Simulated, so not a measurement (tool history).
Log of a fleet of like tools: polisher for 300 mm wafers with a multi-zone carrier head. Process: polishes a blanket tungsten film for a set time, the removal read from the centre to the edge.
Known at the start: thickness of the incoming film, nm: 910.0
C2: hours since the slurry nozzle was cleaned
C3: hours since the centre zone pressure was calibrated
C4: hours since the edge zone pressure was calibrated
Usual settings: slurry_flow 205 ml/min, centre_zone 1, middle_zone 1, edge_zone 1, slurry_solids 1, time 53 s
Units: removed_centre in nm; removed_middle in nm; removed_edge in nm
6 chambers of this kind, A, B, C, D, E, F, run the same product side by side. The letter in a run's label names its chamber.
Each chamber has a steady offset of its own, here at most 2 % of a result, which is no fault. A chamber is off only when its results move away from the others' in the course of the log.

-- hour=0.9 chamber D: worn pad replaced by a new one
-- hour=1.4 chamber E: worn pad replaced by a new one
run 1F hour=13.3 | slurry_flow=205 centre_zone=1 middle_zone=1 edge_zone=1 slurry_solids=1 time=53 | wafers_polished_on_this_pad=346 C2=398.5 C3=162.1 C4=848.7 | removed_centre=289.28 removed_middle=288.97 removed_edge=288.73
-- hour=20.5 chamber A: worn pad replaced by a new one
run 2B hour=27.8 | slurry_flow=205 centre_zone=1 middle_zone=1 edge_zone=1 slurry_solids=1 time=53 | wafers_polished_on_this_pad=451 C2=69.6 C3=86.2 C4=344.8 | removed_centre=285.76 removed_middle=287.47 removed_edge=282.66
run 3A hour=41.4 | slurry_flow=205 centre_zone=1 middle_zone=1 edge_zone=1 slurry_solids=1 time=53 | wafers_polished_on_this_pad=166 C2=202 C3=721 C4=122 | removed_centre=288.72 removed_middle=284.77 removed_edge=284.52
-- hour=45.9 chamber C: worn pad replaced by a new one
run 4D hour=52 | slurry_flow=205 centre_zone=1 middle_zone=1 edge_zone=1 slurry_solids=1 time=53 | wafers_polished_on_this_pad=406 C2=83.8 C3=416.4 C4=412.6 | removed_centre=286.76 removed_middle=289.16 removed_edge=285.03
run 5E hour=62.4 | slurry_flow=205 centre_zone=1 middle_zone=1 edge_zone=1 slurry_solids=1 time=53 | wafers_polished_on_this_pad=485 C2=397.5 C3=256.8 C4=66.8 | removed_centre=283.97 removed_middle=286.11 removed_edge=291.71
run 6C hour=77.5 | slurry_flow=205 centre_zone=1 middle_zone=1 edge_zone=1 slurry_solids=1 time=53 | wafers_polished_on_this_pad=251 C2=248.1 C3=274 C4=484.3 | removed_centre=286.83 removed_middle=284.24 removed_edge=290.83
run 7B hour=86.8 | slurry_flow=205 centre_zone=1 middle_zone=1 edge_zone=1 slurry_solids=1 time=53 | wafers_polished_on_this_pad=920 C2=128.6 C3=145.2 C4=403.8 | removed_centre=283.97 removed_middle=286.98 removed_edge=282.27
-- hour=89.2 chamber D: worn pad replaced by a new one
-- hour=92.7 chamber B: worn pad replaced by a new one
-- hour=94.8 chamber F: slurry nozzle cleaned
run 8D hour=96.9 | slurry_flow=205 centre_zone=1 middle_zone=1 edge_zone=1 slurry_solids=1 time=53 | wafers_polished_on_this_pad=61 C2=128.7 C3=461.3 C4=457.5 | removed_centre=283.27 removed_middle=292.56 removed_edge=287.54
run 9C hour=104 | slurry_flow=205 centre_zone=1 middle_zone=1 edge_zone=1 slurry_solids=1 time=53 | wafers_polished_on_this_pad=462 C2=274.6 C3=300.5 C4=510.8 | removed_centre=282.46 removed_middle=281.56 removed_edge=290.65
-- hour=110.3 chamber A: worn pad replaced by a new one
-- hour=116.6 chamber E: worn pad replaced by a new one
run 10A hour=117.9 | slurry_flow=205 centre_zone=1 middle_zone=1 edge_zone=1 slurry_solids=1 time=53 | wafers_polished_on_this_pad=60 C2=278.5 C3=797.5 C4=198.5 | removed_centre=286.31 removed_middle=285.93 removed_edge=280.38
run 11F hour=133.5 | slurry_flow=205 centre_zone=1 middle_zone=1 edge_zone=1 slurry_solids=1 time=53 | wafers_polished_on_this_pad=1301 C2=38.8 C3=282.3 C4=968.9 | removed_centre=281.88 removed_middle=283.92 removed_edge=281.02
run 12E hour=145.4 | slurry_flow=205 centre_zone=1 middle_zone=1 edge_zone=1 slurry_solids=1 time=53 | wafers_polished_on_this_pad=229 C2=480.5 C3=339.8 C4=149.8 | removed_centre=295 removed_middle=285.89 removed_edge=285.89
run 13A hour=158.6 | slurry_flow=205 centre_zone=1 middle_zone=1 edge_zone=1 slurry_solids=1 time=53 | wafers_polished_on_this_pad=383 C2=319.2 C3=838.2 C4=239.2 | removed_centre=289.2 removed_middle=286.16 removed_edge=283.73
-- hour=168.9 chamber C: slurry nozzle cleaned
run 14B hour=170 | slurry_flow=205 centre_zone=1 middle_zone=1 edge_zone=1 slurry_solids=1 time=53 | wafers_polished_on_this_pad=614 C2=211.8 C3=228.4 C4=487 | removed_centre=288.94 removed_middle=286.7 removed_edge=286.25
-- hour=173 chamber C: worn pad replaced by a new one
-- hour=173.3 chamber D: worn pad replaced by a new one
run 15D hour=178.7 | slurry_flow=205 centre_zone=1 middle_zone=1 edge_zone=1 slurry_solids=1 time=53 | wafers_polished_on_this_pad=43 C2=210.5 C3=543.1 C4=539.3 | removed_centre=287.09 removed_middle=293.76 removed_edge=289.76
-- hour=189.3 chamber D: slurry nozzle cleaned
run 16F hour=192.9 | slurry_flow=205 centre_zone=1 middle_zone=1 edge_zone=1 slurry_solids=1 time=53 | wafers_polished_on_this_pad=1773 C2=98.2 C3=341.7 C4=1028.3 | removed_centre=283.8 removed_middle=280.19 removed_edge=280.22
run 17C hour=199.9 | slurry_flow=205 centre_zone=0.89 middle_zone=1 edge_zone=1 slurry_solids=1 time=53 | wafers_polished_on_this_pad=213 C2=31.1 C3=396.4 C4=606.7 | removed_centre=254.51 removed_middle=283.88 removed_edge=286.45
-- hour=203.6 chamber B: slurry nozzle cleaned
-- hour=204.2 chamber C: centre zone pressure recalibrated
run 18E hour=213.4 | slurry_flow=205 centre_zone=0.89 middle_zone=1 edge_zone=1 slurry_solids=1 time=53 | wafers_polished_on_this_pad=769 C2=548.5 C3=407.8 C4=217.8 | removed_centre=254.21 removed_middle=286.87 removed_edge=285.05
-- hour=216.2 chamber A: worn pad replaced by a new one
run 19C hour=224.5 | slurry_flow=205 centre_zone=0.89 middle_zone=1 edge_zone=1 slurry_solids=1 time=53 | wafers_polished_on_this_pad=409 C2=55.7 C3=20.3 C4=631.3 | removed_centre=250.13 removed_middle=284.47 removed_edge=288.49
-- hour=225.3 chamber B: worn pad replaced by a new one
-- hour=226.3 chamber F: edge zone pressure recalibrated
run 20D hour=232.3 | slurry_flow=205 centre_zone=0.89 middle_zone=1 edge_zone=1 slurry_solids=1 time=53 | wafers_polished_on_this_pad=469 C2=43 C3=596.7 C4=592.9 | removed_centre=247.43 removed_middle=291.9 removed_edge=287.79
run 21F hour=244.6 | slurry_flow=205 centre_zone=0.89 middle_zone=1 edge_zone=1 slurry_solids=1 time=53 | wafers_polished_on_this_pad=2184 C2=149.9 C3=393.4 C4=18.4 | removed_centre=247.42 removed_middle=281.03 removed_edge=281.09
-- hour=244.8 chamber E: worn pad replaced by a new one
-- hour=249.9 chamber D: worn pad replaced by a new one
run 22E hour=252.5 | slurry_flow=205 centre_zone=0.89 middle_zone=1 edge_zone=1 slurry_solids=1 time=53 | wafers_polished_on_this_pad=61 C2=587.6 C3=446.9 C4=256.9 | removed_centre=256.91 removed_middle=287.3 removed_edge=284.52
-- hour=253.2 chamber E: slurry nozzle cleaned
run 23A hour=265 | slurry_flow=205 centre_zone=1 middle_zone=1 edge_zone=1 slurry_solids=1 time=53 | wafers_polished_on_this_pad=388 C2=425.6 C3=944.6 C4=345.6 | removed_centre=287.9 removed_middle=285.14 removed_edge=285.41
run 24B hour=278.7 | slurry_flow=205 centre_zone=0.96 middle_zone=1.06 edge_zone=1 slurry_solids=1 time=53 | wafers_polished_on_this_pad=424 C2=75.2 C3=337.1 C4=595.7 | removed_centre=272.01 removed_middle=303.06 removed_edge=283.3
run 25B hour=286.6 | slurry_flow=205 centre_zone=0.96 middle_zone=1.06 edge_zone=1 slurry_solids=1 time=53 | wafers_polished_on_this_pad=487 C2=83.1 C3=345 C4=603.6 | removed_centre=269.9 removed_middle=302.66 removed_edge=283.08
-- hour=289.6 chamber C: worn pad replaced by a new one
-- hour=296.3 chamber C: edge zone pressure recalibrated
run 26C hour=299.4 | slurry_flow=205 centre_zone=0.96 middle_zone=1.06 edge_zone=1 slurry_solids=1 time=53 | wafers_polished_on_this_pad=78 C2=130.6 C3=95.2 C4=3.2 | removed_centre=270.5 removed_middle=300.44 removed_edge=292.27
run 27D hour=307.9 | slurry_flow=205 centre_zone=0.96 middle_zone=1.06 edge_zone=1 slurry_solids=1 time=53 | wafers_polished_on_this_pad=461 C2=118.6 C3=672.3 C4=668.5 | removed_centre=274.88 removed_middle=308.56 removed_edge=283.54
-- hour=312.7 chamber E: centre zone pressure recalibrated
-- hour=321.4 chamber A: worn pad replaced by a new one
run 28A hour=322.7 | slurry_flow=205 centre_zone=0.96 middle_zone=1.06 edge_zone=1 slurry_solids=1 time=53 | wafers_polished_on_this_pad=10 C2=483.3 C3=1002.3 C4=403.3 | removed_centre=273.48 removed_middle=301.94 removed_edge=286.1
run 29F hour=336.8 | slurry_flow=205 centre_zone=0.96 middle_zone=1.06 edge_zone=1 slurry_solids=1 time=53 | wafers_polished_on_this_pad=2917 C2=242.1 C3=485.6 C4=110.6 | removed_centre=262.1 removed_middle=289.3 removed_edge=278.82
run 30E hour=344 | slurry_flow=205 centre_zone=1 middle_zone=1 edge_zone=1 slurry_solids=1 time=53 | wafers_polished_on_this_pad=788 C2=90.9 C3=31.3 C4=348.4 | removed_centre=282.61 removed_middle=287.32 removed_edge=285.39
-- hour=345.8 chamber D: worn pad replaced by a new one
run 31F hour=354.5 | slurry_flow=205 centre_zone=1 middle_zone=1 edge_zone=1 slurry_solids=1 time=53 | wafers_polished_on_this_pad=3058 C2=259.8 C3=503.3 C4=128.3 | removed_centre=274.85 removed_middle=271.98 removed_edge=274.31
-- hour=360.2 chamber B: worn pad replaced by a new one
run 32C hour=361.3 | slurry_flow=205 centre_zone=1 middle_zone=1 edge_zone=1 slurry_solids=1 time=53 | wafers_polished_on_this_pad=570 C2=192.5 C3=157.1 C4=65.1 | removed_centre=289.03 removed_middle=282.39 removed_edge=286.38
-- hour=363.6 chamber E: worn pad replaced by a new one
run 33D hour=369.7 | slurry_flow=205 centre_zone=1 middle_zone=1 edge_zone=1 slurry_solids=1 time=53 | wafers_polished_on_this_pad=189 C2=180.4 C3=734.1 C4=730.3 | removed_centre=283.96 removed_middle=293.53 removed_edge=288.02
-- hour=375 chamber B: centre zone pressure recalibrated
run 34E hour=380.4 | slurry_flow=205 centre_zone=1 middle_zone=1 edge_zone=1 slurry_solids=1 time=53 | wafers_polished_on_this_pad=133 C2=127.3 C3=67.7 C4=384.8 | removed_centre=291.29 removed_middle=288.62 removed_edge=292.15
run 35B hour=391.3 | slurry_flow=205 centre_zone=1 middle_zone=1 edge_zone=1 slurry_solids=1 time=53 | wafers_polished_on_this_pad=247 C2=187.8 C3=16.3 C4=708.3 | removed_centre=286.66 removed_middle=285.7 removed_edge=283.58
run 36A hour=402.5 | slurry_flow=225 centre_zone=1.08 middle_zone=1 edge_zone=1 slurry_solids=1 time=53 | wafers_polished_on_this_pad=644 C2=563.1 C3=1082.1 C4=483.1 | removed_centre=318.38 removed_middle=286.92 removed_edge=289.79
run 37A hour=410.6 | slurry_flow=225 centre_zone=1.08 middle_zone=1 edge_zone=1 slurry_solids=1 time=53 | wafers_polished_on_this_pad=709 C2=571.2 C3=1090.2 C4=491.2 | removed_centre=319.5 removed_middle=289.04 removed_edge=288.19
run 38B hour=420.8 | slurry_flow=225 centre_zone=1.08 middle_zone=1 edge_zone=1 slurry_solids=1 time=53 | wafers_polished_on_this_pad=481 C2=217.3 C3=45.8 C4=737.8 | removed_centre=318.2 removed_middle=289.8 removed_edge=287.65

What goes on in this fleet: one chamber off, a drifting gauge, or nothing beyond the chambers' own small offsets? Name the chamber and the cause, if any.

Chamber F drifts away from the others.
Cause: removal rate lost through wear of the pad, % = 5.12.

Here are 4 candidates for chamber F's next run, each the usual settings with a change, their results left as question marks. Which one brings its results back in line with what the others give on the usual settings?
In line means no further than this from the other chambers' mean on the usual settings: removed_centre 9.2 nm; removed_middle 7.2 nm; removed_edge 9.1 nm
run 39F-1 hour=432.1 | slurry_flow=205 centre_zone=1 middle_zone=1 edge_zone=1 slurry_solids=1 time=50 | removed_centre=? removed_middle=? removed_edge=?
run 39F-2 hour=432.1 | slurry_flow=205 centre_zone=1 middle_zone=1 edge_zone=1 slurry_solids=1 time=58 | removed_centre=? removed_middle=? removed_edge=?
run 39F-3 hour=432.1 | slurry_flow=205 centre_zone=1 middle_zone=1 edge_zone=1 slurry_solids=1 time=56 | removed_centre=? removed_middle=? removed_edge=?
run 39F-4 hour=432.1 | slurry_flow=205 centre_zone=1 middle_zone=1 edge_zone=1 slurry_solids=1 time=48 | removed_centre=? removed_middle=? removed_edge=?

The other chambers' mean on the usual settings: removed_centre 286.48 nm; removed_middle 286.38 nm; removed_edge 285.74 nm
run=39F-1 removed_centre=258.3 removed_middle=256.74 removed_edge=256.56
run=39F-2 removed_centre=299.63 removed_middle=297.82 removed_edge=297.61
run=39F-3 removed_centre=289.3 removed_middle=287.55 removed_edge=287.34
run=39F-4 removed_centre=247.97 removed_middle=246.47 removed_edge=246.29
39F-3 brings the chamber back in line.

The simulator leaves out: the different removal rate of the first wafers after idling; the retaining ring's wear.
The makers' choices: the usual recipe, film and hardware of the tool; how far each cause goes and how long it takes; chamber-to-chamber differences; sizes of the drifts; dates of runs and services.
